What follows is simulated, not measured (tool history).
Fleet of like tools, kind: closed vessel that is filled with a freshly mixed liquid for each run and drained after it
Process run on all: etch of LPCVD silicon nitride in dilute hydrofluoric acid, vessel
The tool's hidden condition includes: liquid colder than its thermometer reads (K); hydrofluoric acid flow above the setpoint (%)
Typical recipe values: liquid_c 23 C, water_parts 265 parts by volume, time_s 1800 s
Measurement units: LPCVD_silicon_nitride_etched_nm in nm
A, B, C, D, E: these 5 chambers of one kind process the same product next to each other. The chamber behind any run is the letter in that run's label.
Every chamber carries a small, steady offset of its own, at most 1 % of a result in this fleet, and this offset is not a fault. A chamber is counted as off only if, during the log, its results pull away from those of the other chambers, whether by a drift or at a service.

| run | day | liquid_c | water_parts | time_s | hours since the thermometer was replaced | hours since the hydrofluoric acid flow meter was replaced | read-back film thickness of the LPCVD silicon nitride reference wafer, read on the same gauge (nm) | LPCVD_silicon_nitride_etched_nm |
|---|---|---|---|---|---|---|---|---|
| 1A | 0.308 | 23 | 265 | 1800 | 508.2 | 163 | 129.98 | 2.9608 |
| 2C | 0.525 | 23 | 265 | 1800 | 674.3 | 491 | 130 | 2.9571 |
| 3D | 0.825 | 23 | 265 | 1800 | 699.9 | 2367 | 129.98 | 2.9249 |
| 4B | 1.221 | 23 | 265 | 1800 | 447.4 | 380.5 | 130 | 2.9238 |
| 5E | 1.425 | 23 | 265 | 1800 | 2159.6 | 191.3 | 130 | 2.875 |
| 6A | 1.662 | 23 | 265 | 1800 | 540.7 | 195.5 | 129.99 | 2.9135 |
| 7C | 2.1 | 23 | 265 | 1800 | 712.1 | 528.8 | 130.03 | 2.9467 |
| 8E | 2.421 | 23 | 265 | 1800 | 2183.5 | 215.2 | 130 | 2.9493 |
| 9D | 2.721 | 23 | 265 | 1800 | 745.4 | 2412.5 | 130 | 2.9146 |
| 10B | 3.154 | 23 | 265 | 1800 | 493.8 | 426.9 | 130.01 | 2.9621 |
|  | 3.35 | chamber D: hydrofluoric acid flow meter replaced |
| 11E | 3.562 | 23 | 265 | 1800 | 2210.9 | 242.6 | 130.02 | 2.968 |
| 12D | 3.825 | 23 | 265 | 1800 | 771.9 | 11.5 | 130.02 | 3.0102 |
| 13B | 4.258 | 23 | 265 | 1800 | 520.3 | 453.4 | 130.02 | 2.9538 |
| 14C | 4.621 | 23 | 265 | 1800 | 772.6 | 589.3 | 129.98 | 2.9864 |
| 15A | 4.821 | 23 | 265 | 1800 | 616.5 | 271.3 | 130.02 | 2.9632 |
| 16A | 5.079 | 23 | 265 | 1800 | 622.7 | 277.5 | 129.98 | 2.9823 |
| 17B | 5.492 | 23 | 265 | 1800 | 549.9 | 483 | 129.98 | 2.9215 |
| 18C | 5.904 | 23 | 265 | 1800 | 803.4 | 620.1 | 130 | 2.9928 |
| 19D | 6.304 | 23 | 265 | 1800 | 831.4 | 71 | 130.03 | 2.9409 |
| 20E | 6.708 | 23 | 265 | 1800 | 2286.4 | 318.1 | 129.99 | 2.8571 |
| 21B | 7.171 | 23 | 265 | 1800 | 590.2 | 523.3 | 129.97 | 2.8728 |
| 22D | 7.383 | 23 | 265 | 1800 | 857.3 | 96.9 | 130 | 3.002 |
| 23A | 7.658 | 23 | 265 | 1800 | 684.6 | 339.4 | 130.03 | 2.966 |
| 24E | 7.979 | 23 | 265 | 1800 | 2316.9 | 348.6 | 130.02 | 2.881 |
| 25C | 8.379 | 23 | 265 | 1800 | 862.8 | 679.5 | 129.99 | 2.9484 |
| 26B | 8.675 | 27 | 265 | 865 | 626.3 | 559.4 | 130.02 | 1.7166 |
|  | 8.8 | chamber D: thermometer replaced |
| 27D | 8.967 | 27 | 265 | 865 | 4 | 134.9 | 130.02 | 1.8413 |
| 28E | 9.262 | 27 | 265 | 865 | 2347.7 | 379.4 | 130 | 1.7894 |
| 29C | 9.692 | 27 | 265 | 865 | 894.3 | 711 | 129.99 | 1.8043 |
| 30A | 10.142 | 27 | 265 | 865 | 744.2 | 399 | 129.97 | 1.8403 |
| 31D | 10.388 | 23 | 370 | 2630 | 38.1 | 169 | 129.99 | 3.1274 |
| 32E | 10.6 | 23 | 370 | 2630 | 2379.8 | 411.5 | 129.99 | 3.051 |
| 33C | 10.883 | 23 | 370 | 2630 | 922.9 | 739.6 | 129.97 | 3.1371 |
| 34B | 11.138 | 23 | 370 | 2630 | 685.4 | 618.5 | 129.94 | 2.9275 |
| 35A | 11.508 | 23 | 370 | 2630 | 777 | 431.8 | 129.99 | 3.0974 |
| 36B | 11.967 | 23 | 265 | 1800 | 705.3 | 638.4 | 129.99 | 2.7495 |
| 37A | 12.346 | 23 | 265 | 1800 | 797.1 | 451.9 | 130.02 | 2.973 |
| 38C | 12.588 | 23 | 265 | 1800 | 963.8 | 780.5 | 130 | 3.003 |
| 39D | 12.983 | 23 | 265 | 1800 | 100.4 | 231.3 | 129.98 | 3.019 |

Next, all 5 chambers run the settings below, one line each with question marks for the results. What does each chamber give?
| 40A | 13.312 | 23 | 265 | 1800 |  |  |  | ? |
| 40B | 13.312 | 23 | 265 | 1800 |  |  |  | ? |
| 40C | 13.312 | 23 | 265 | 1800 |  |  |  | ? |
| 40D | 13.312 | 23 | 265 | 1800 |  |  |  | ? |
| 40E | 13.312 | 23 | 265 | 1800 |  |  |  | ? |

| run | LPCVD_silicon_nitride_etched_nm |
|---|---|
| 40A | 2.9575 |
| 40B | 2.7029 |
| 40C | 2.97 |
| 40D | 2.9652 |
| 40E | 2.9711 |
